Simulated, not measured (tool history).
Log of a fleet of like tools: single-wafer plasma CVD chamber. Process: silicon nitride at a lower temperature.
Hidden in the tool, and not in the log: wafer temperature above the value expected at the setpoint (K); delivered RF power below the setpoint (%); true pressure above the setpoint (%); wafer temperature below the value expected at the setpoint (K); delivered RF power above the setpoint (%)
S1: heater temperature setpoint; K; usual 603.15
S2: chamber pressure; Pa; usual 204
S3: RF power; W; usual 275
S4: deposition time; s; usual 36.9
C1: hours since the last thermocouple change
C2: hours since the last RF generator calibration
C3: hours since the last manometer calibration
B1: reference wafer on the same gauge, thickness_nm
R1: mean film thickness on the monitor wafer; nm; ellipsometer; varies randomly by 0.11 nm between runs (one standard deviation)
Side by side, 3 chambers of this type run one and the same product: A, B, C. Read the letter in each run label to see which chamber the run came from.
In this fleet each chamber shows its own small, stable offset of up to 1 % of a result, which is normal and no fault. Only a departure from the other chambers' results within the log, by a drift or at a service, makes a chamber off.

run     day      S1   S2   S3    S4      C1      C2      C3      B1      R1
 1C   0.583  603.15  204  275  36.9   812.7   634.4   150.0  39.077  40.929
 2A   1.104  603.15  204  275  36.9  2366.0  2083.4  1704.9  39.106  40.812
 3B   1.692  603.15  204  275  36.9    43.8  1229.1   195.2  39.115  41.021
 4B   2.050  603.15  204  275  36.9    52.4  1237.7   203.8  39.100  40.990
 5A   2.421  603.15  204  275  36.9  2397.6  2115.0  1736.5  39.124  40.931
 6C   2.792  603.15  204  275  36.9   865.7   687.4   203.0  39.108  40.848
 7B   3.396  603.15  204  275  36.9    84.7  1270.0   236.1  39.128  41.190
 8C   3.738  603.15  204  275  36.9   888.4   710.1   225.7  39.077  40.668
 9A   4.171  603.15  204  275  36.9  2439.6  2157.0  1778.5  39.068  40.927
10C   4.700  603.15  204  275  36.9   911.5   733.2   248.8  39.117  40.793
11B   5.188  603.15  204  275  36.9   127.7  1313.0   279.1  39.086  40.928
12A   5.462  603.15  204  275  36.9  2470.6  2188.0  1809.5  39.062  40.942
13C   5.750  603.15  204  275  36.9   936.7   758.4   274.0  39.116  40.694
14A   6.333  603.15  204  275  36.9  2491.5  2208.9  1830.4  39.091  40.859
15B   6.650  603.15  204  275  36.9   162.8  1348.1   314.2  39.092  41.023
16B   7.242  603.15  204  275  36.9   177.0  1362.3   328.4  39.088  40.828
17A   7.812  615.15  204  275  36.9  2527.0  2244.4  1865.9  39.130  40.688
18C   8.208  615.15  204  275  36.9   995.7   817.4   333.0  39.116  39.893
19B   8.475  615.15  204  275  36.9   206.6  1391.9   358.0  39.106  40.699
20C   8.867  603.15  204  275  36.9  1011.5   833.2   348.8  39.089  40.221
21A   9.175  603.15  204  275  36.9  2559.7  2277.1  1898.6  39.077  40.926
22C   9.558  603.15  204  275  36.9  1028.1   849.8   365.4  39.092  39.988
23B  10.071  603.15  204  275  36.9   244.9  1430.2   396.3  39.086  40.973
24A  10.550  590.15  231  275  36.9  2592.7  2310.1  1931.6  39.095  42.548
25C  10.900  590.15  231  275  36.9  1060.3   882.0   397.6  39.116  41.214
26B  11.304  590.15  231  275  36.9   274.5  1459.8   425.9  39.104  42.520
27A  11.567  603.15  204  275  36.9  2617.1  2334.5  1956.0  39.104  40.860

Each of the 3 chambers runs these same settings next. Fill in every chamber's results:
28A  12.008  617.15  204  275  36.9                   ?
28B  12.008  617.15  204  275  36.9                   ?
28C  12.008  617.15  204  275  36.9                   ?

run      R1
28A  40.520
28B  40.670
28C  39.479
